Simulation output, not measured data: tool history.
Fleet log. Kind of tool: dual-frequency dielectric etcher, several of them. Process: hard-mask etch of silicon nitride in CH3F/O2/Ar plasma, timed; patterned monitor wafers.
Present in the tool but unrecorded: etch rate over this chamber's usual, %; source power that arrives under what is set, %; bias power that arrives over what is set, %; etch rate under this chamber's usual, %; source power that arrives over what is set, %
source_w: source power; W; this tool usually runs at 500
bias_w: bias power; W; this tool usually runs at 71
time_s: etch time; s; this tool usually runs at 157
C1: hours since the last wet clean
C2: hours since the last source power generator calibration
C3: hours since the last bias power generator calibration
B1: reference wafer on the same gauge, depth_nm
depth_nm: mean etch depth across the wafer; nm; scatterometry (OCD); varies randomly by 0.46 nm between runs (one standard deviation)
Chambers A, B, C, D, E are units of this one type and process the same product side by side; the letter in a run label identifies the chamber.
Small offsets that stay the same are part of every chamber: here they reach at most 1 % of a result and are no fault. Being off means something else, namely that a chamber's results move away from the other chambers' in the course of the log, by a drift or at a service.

Run 1D, hour 6.7: usual settings; C1 319.9; C2 1372.5; C3 566.8; B1 95.981. Result: depth_nm 119.550 nm.
Run 2E, hour 10.4: usual settings; C1 106.8; C2 174.4; C3 60.8; B1 96.039. Result: depth_nm 118.820 nm.
Run 3A, hour 16.4: usual settings; C1 126.4; C2 599.3; C3 1524.0; B1 96.046. Result: depth_nm 119.040 nm.
Run 4B, hour 21.6: usual settings; C1 479.0; C2 2315.6; C3 1403.2; B1 96.007. Result: depth_nm 118.500 nm.
Run 5C, hour 28.3: usual settings; C1 410.6; C2 1474.9; C3 710.7; B1 96.045. Result: depth_nm 118.160 nm.
Run 6E, hour 31.6: usual settings; C1 128.0; C2 195.6; C3 82.0; B1 95.988. Result: depth_nm 119.370 nm.
Run 7C, hour 34.7: usual settings; C1 417.0; C2 1481.3; C3 717.1; B1 96.022. Result: depth_nm 117.870 nm.
Run 8A, hour 38.0: usual settings; C1 148.0; C2 620.9; C3 1545.6; B1 96.064. Result: depth_nm 119.120 nm.
Run 9D, hour 42.2: usual settings; C1 355.4; C2 1408.0; C3 602.3; B1 95.844. Result: depth_nm 119.070 nm.
Run 10B, hour 47.9: usual settings; C1 505.3; C2 2341.9; C3 1429.5; B1 95.991. Result: depth_nm 118.970 nm.
Run 11B, hour 53.0: usual settings; C1 510.4; C2 2347.0; C3 1434.6; B1 95.924. Result: depth_nm 118.360 nm.
At hour 54.7: chamber C: wet clean of the chamber.
Run 12E, hour 59.6: usual settings; C1 156.0; C2 223.6; C3 110.0; B1 95.954. Result: depth_nm 119.530 nm.
Run 13A, hour 64.2: usual settings; C1 174.2; C2 647.1; C3 1571.8; B1 96.034. Result: depth_nm 119.130 nm.
Run 14C, hour 67.3: usual settings; C1 12.7; C2 1513.9; C3 749.7; B1 95.946. Result: depth_nm 118.870 nm.
At hour 68.2: chamber D: wet clean of the chamber.
Run 15D, hour 71.3: usual settings; C1 3.1; C2 1437.1; C3 631.4; B1 96.016. Result: depth_nm 118.540 nm.
Run 16C, hour 77.8: usual settings; C1 23.2; C2 1524.4; C3 760.2; B1 96.000. Result: depth_nm 117.800 nm.
Run 17D, hour 81.9: usual settings; C1 13.7; C2 1447.7; C3 642.0; B1 95.930. Result: depth_nm 118.400 nm.
Run 18E, hour 88.3: usual settings; C1 184.7; C2 252.3; C3 138.7; B1 96.026. Result: depth_nm 120.390 nm.
Run 19A, hour 94.2: usual settings; C1 204.2; C2 677.1; C3 1601.8; B1 96.082. Result: depth_nm 119.070 nm.
Run 20B, hour 98.3: usual settings; C1 555.7; C2 2392.3; C3 1479.9; B1 96.016. Result: depth_nm 118.710 nm.
Run 21E, hour 102.8: usual settings; C1 199.2; C2 266.8; C3 153.2; B1 96.024. Result: depth_nm 120.520 nm.
Run 22D, hour 109.1: usual settings but source_w 610 W, bias_w 83 W; C1 40.9; C2 1474.9; C3 669.2; B1 96.037. Result: depth_nm 135.650 nm.
Run 23B, hour 115.3: usual settings but source_w 610 W, bias_w 83 W; C1 572.7; C2 2409.3; C3 1496.9; B1 96.060. Result: depth_nm 135.320 nm.
Run 24C, hour 118.9: usual settings but source_w 610 W, bias_w 83 W; C1 64.3; C2 1565.5; C3 801.3; B1 96.063. Result: depth_nm 134.140 nm.
Run 25A, hour 123.7: usual settings but source_w 610 W, bias_w 83 W; C1 233.7; C2 706.6; C3 1631.3; B1 96.011. Result: depth_nm 134.280 nm.
Run 26A, hour 127.3: usual settings but source_w 610 W, bias_w 83 W; C1 237.3; C2 710.2; C3 1634.9; B1 96.052. Result: depth_nm 135.080 nm.
Run 27D, hour 130.6: usual settings; C1 62.4; C2 1496.4; C3 690.7; B1 96.066. Result: depth_nm 119.000 nm.
At hour 133.1: chamber B: wet clean of the chamber.
Run 28B, hour 135.1: usual settings; C1 2.1; C2 2429.1; C3 1516.7; B1 96.051. Result: depth_nm 119.890 nm.
Run 29E, hour 138.4: usual settings but time_s 126 s; C1 234.8; C2 302.4; C3 188.8; B1 96.127. Result: depth_nm 98.015 nm.
Run 30C, hour 143.0: usual settings but time_s 126 s; C1 88.4; C2 1589.6; C3 825.4; B1 96.043. Result: depth_nm 94.708 nm.
Run 31B, hour 146.3: usual settings but time_s 126 s; C1 13.3; C2 2440.3; C3 1527.9; B1 95.985. Result: depth_nm 95.721 nm.
Run 32A, hour 150.5: usual settings but time_s 126 s; C1 260.5; C2 733.4; C3 1658.1; B1 95.976. Result: depth_nm 95.679 nm.
Run 33C, hour 153.9: usual settings but time_s 126 s; C1 99.3; C2 1600.5; C3 836.3; B1 96.031. Result: depth_nm 94.850 nm.
Run 34E, hour 160.4: usual settings; C1 256.8; C2 324.4; C3 210.8; B1 95.942. Result: depth_nm 122.590 nm.
At hour 164.5: chamber C: source power generator calibrated.
Run 35D, hour 165.6: usual settings; C1 97.4; C2 1531.4; C3 725.7; B1 96.051. Result: depth_nm 118.800 nm.
Run 36B, hour 168.9: usual settings; C1 35.9; C2 2462.9; C3 1550.5; B1 96.021. Result: depth_nm 119.900 nm.
Run 37E, hour 173.8: usual settings; C1 270.2; C2 337.8; C3 224.2; B1 95.957. Result: depth_nm 123.290 nm.
Run 38A, hour 179.5: usual settings; C1 289.5; C2 762.4; C3 1687.1; B1 96.019. Result: depth_nm 120.050 nm.
Run 39C, hour 182.6: usual settings; C1 128.0; C2 18.2; C3 865.0; B1 96.009. Result: depth_nm 118.210 nm.

Decide between three cases: one chamber stands off from its peers, the gauge reading all wafers drifts, or nothing is wrong past each chamber's small offset. Where a chamber is off, say which and what most likely put it there.

Chamber E drifts away from the others.
Cause: etch rate over this chamber's usual, % = 3.59.

Here are 4 candidates for chamber E's next run, each the usual settings with a change, their results left as question marks. Which one brings its results back in line with what the others give on the usual settings?
In line means no further than this from the other chambers' mean on the usual settings: depth_nm 1.600 nm
Run 40E-1, hour 187.6: usual settings but time_s 162.5 s. Result: depth_nm ?.
Run 40E-2, hour 187.6: usual settings but bias_w 59 W. Result: depth_nm ?.
Run 40E-3, hour 187.6: usual settings but source_w 510 W, bias_w 72 W, time_s 165.0 s. Result: depth_nm ?.
Run 40E-4, hour 187.6: usual settings but bias_w 70 W, time_s 152.0 s. Result: depth_nm ?.

Mean of the other chambers on the usual settings: depth_nm 118.980 nm
  run  depth_nm
40E-1   127.860
40E-2   116.260
40E-3   131.420
40E-4   119.030
Change 40E-4 lands the chamber within the allowed miss of the other chambers.
